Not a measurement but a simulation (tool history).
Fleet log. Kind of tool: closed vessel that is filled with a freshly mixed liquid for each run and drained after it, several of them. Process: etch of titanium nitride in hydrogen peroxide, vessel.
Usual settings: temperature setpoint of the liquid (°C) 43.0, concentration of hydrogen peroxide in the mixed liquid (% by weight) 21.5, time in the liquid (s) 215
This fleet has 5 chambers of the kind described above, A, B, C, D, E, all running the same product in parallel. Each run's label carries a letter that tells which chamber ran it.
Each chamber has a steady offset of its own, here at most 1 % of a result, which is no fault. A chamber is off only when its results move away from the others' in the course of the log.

run   hour  temperature setpoint of the liquid (°C)  concentration of hydrogen peroxide in the mixed liquid (% by weight)  time in the liquid (s)  hours since the thermometer was replaced  hours since the peroxide flow meter was replaced  hours since the drum of peroxide was connected  read-back film thickness of the titanium nitride reference wafer, read on the same gauge (nm)  thickness taken off the titanium nitride on a monitor wafer (Å)
 1A    3.6                                     43.0                                                                  21.5                     215                                    1132.7                                            1525.5                                           828.2                                                                                         50.020                                                           41.641
 2C    6.7                                     43.0                                                                  21.5                     215                                    1141.7                                             764.5                                           191.4                                                                                         49.988                                                           41.594
 3B   10.8                                     43.0                                                                  21.5                     215                                     298.6                                            1262.9                                           540.6                                                                                         50.048                                                           40.646
 4E   13.7                                     43.0                                                                  21.5                     215                                     489.8                                             277.0                                           386.2                                                                                         50.002                                                           41.704
 5D   17.0                                     43.0                                                                  21.5                     215                                    1456.9                                             853.1                                           371.3                                                                                         50.010                                                           41.608
 6D   21.7                                     43.0                                                                  21.5                     215                                    1461.6                                             857.8                                           376.0                                                                                         49.993                                                           40.673
 7A   25.6                                     43.0                                                                  21.5                     215                                    1154.7                                            1547.5                                           850.2                                                                                         50.010                                                           41.804
 8C   30.3                                     43.0                                                                  21.5                     215                                    1165.3                                             788.1                                           215.0                                                                                         49.956                                                           41.347
 9B   35.2                                     33.5                                                                  21.5                     215                                     323.0                                            1287.3                                           565.0                                                                                         50.035                                                           19.282
10E   39.3                                     33.5                                                                  21.5                     215                                     515.4                                             302.6                                           411.8                                                                                         49.971                                                           20.317
11B   42.8                                     33.5                                                                  21.5                     215                                     330.6                                            1294.9                                           572.6                                                                                         50.067                                                           19.464
      46.2  -- chamber C: peroxide flow meter replaced
12C   47.5                                     33.5                                                                  21.5                     215                                    1182.5                                               1.4                                           232.2                                                                                         49.981                                                           20.261
13A   51.3                                     33.5                                                                  21.5                     215                                    1180.4                                            1573.2                                           875.9                                                                                         50.012                                                           19.643
      53.0  -- chamber B: peroxide flow meter replaced
14E   55.1                                     43.0                                                                  21.5                     215                                     531.2                                             318.4                                           427.6                                                                                         50.011                                                           41.623
15D   60.4                                     43.0                                                                  25.0                     215                                    1500.3                                             896.5                                           414.7                                                                                         50.015                                                           41.505
16D   63.6                                     43.0                                                                  25.0                     215                                    1503.5                                             899.7                                           417.9                                                                                         50.041                                                           41.714
17A   68.5                                     43.0                                                                  25.0                     215                                    1197.6                                            1590.4                                           893.1                                                                                         50.000                                                           42.985
18C   71.5                                     43.0                                                                  25.0                     215                                    1206.5                                              25.4                                           256.2                                                                                         49.994                                                           42.919
19B   74.7                                     43.0                                                                  25.0                     215                                     362.5                                              21.8                                           604.5                                                                                         49.979                                                           42.468
20E   80.1                                     43.0                                                                  21.5                     215                                     556.2                                             343.4                                           452.6                                                                                         49.980                                                           41.441
21B   83.7                                     43.0                                                                  21.5                     215                                     371.5                                              30.8                                           613.5                                                                                         50.000                                                           41.567
22D   87.8                                     43.0                                                                  21.5                     215                                    1527.7                                             923.9                                           442.1                                                                                         49.975                                                           39.047
23C   92.8                                     43.0                                                                  21.5                     215                                    1227.8                                              46.7                                           277.5                                                                                         49.972                                                           41.250
24A   96.0                                     43.0                                                                  21.5                     215                                    1225.1                                            1617.9                                           920.6                                                                                         49.987                                                           41.787
25E  100.5                                     43.0                                                                  21.5                     215                                     576.6                                             363.8                                           473.0                                                                                         49.975                                                           41.776
26E  103.5                                     43.0                                                                  21.5                     215                                     579.6                                             366.8                                           476.0                                                                                         50.004                                                           41.488
27C  106.6                                     43.0                                                                  21.5                     215                                    1241.6                                              60.5                                           291.3                                                                                         50.015                                                           41.470
28A  109.5                                     43.0                                                                  21.5                     215                                    1238.6                                            1631.4                                           934.1                                                                                         49.946                                                           42.190
29B  113.2                                     43.0                                                                  21.5                     215                                     401.0                                              60.3                                           643.0                                                                                         50.039                                                           41.693
30D  118.1                                     43.0                                                                  21.5                     215                                    1558.0                                             954.2                                           472.4                                                                                         50.013                                                           38.200
31A  121.9                                     43.0                                                                  21.5                     215                                    1251.0                                            1643.8                                           946.5                                                                                         50.015                                                           41.643
     124.2  -- chamber C: new drum of peroxide connected
32D  124.7                                     43.0                                                                  21.5                     215                                    1564.6                                             960.8                                           479.0                                                                                         49.977                                                           38.325
33C  127.8                                     43.0                                                                  21.5                     215                                    1262.8                                              81.7                                             3.7                                                                                         50.035                                                           41.820
34B  131.1                                     43.0                                                                  21.5                     215                                     418.9                                              78.2                                           660.9                                                                                         49.978                                                           41.491
35E  133.5                                     43.0                                                                  21.5                     215                                     609.6                                             396.8                                           506.0                                                                                         50.013                                                           42.024

Is one chamber out of step, is the gauge drifting, or do the chambers differ by no more than their own small offsets? For an off chamber, give its letter and the likeliest cause.

It is chamber D that slowly wanders off from its peers.
Most likely cause: liquid colder than its thermometer reads (K) = 1.13.

Below are 4 candidate recipes for chamber D's next run, each the usual settings with a change, their results shown as question marks. Which of them brings D's results back in line with what the other chambers give on the usual settings?
In line means no further than this from the other chambers' mean on the usual settings: thickness taken off the titanium nitride on a monitor wafer (Å) 1.300
36D-1  137.5                                     41.5                                                                  21.5                     200                                                                                                                                                                                                                                                                                                           ?
36D-2  137.5                                     42.5                                                                  21.5                     205                                                                                                                                                                                                                                                                                                           ?
36D-3  137.5                                     45.5                                                                  21.5                     215                                                                                                                                                                                                                                                                                                           ?
36D-4  137.5                                     44.0                                                                  21.5                     215                                                                                                                                                                                                                                                                                                           ?

Usual-settings mean across the other chambers: thickness taken off the titanium nitride on a monitor wafer (Å) 41.587
  run  thickness taken off the titanium nitride on a monitor wafer (Å)
36D-1                                                           31.518
36D-2                                                           34.847
36D-3                                                           45.670
36D-4                                                           40.892
With 36D-4, the chamber falls back in line with the rest.
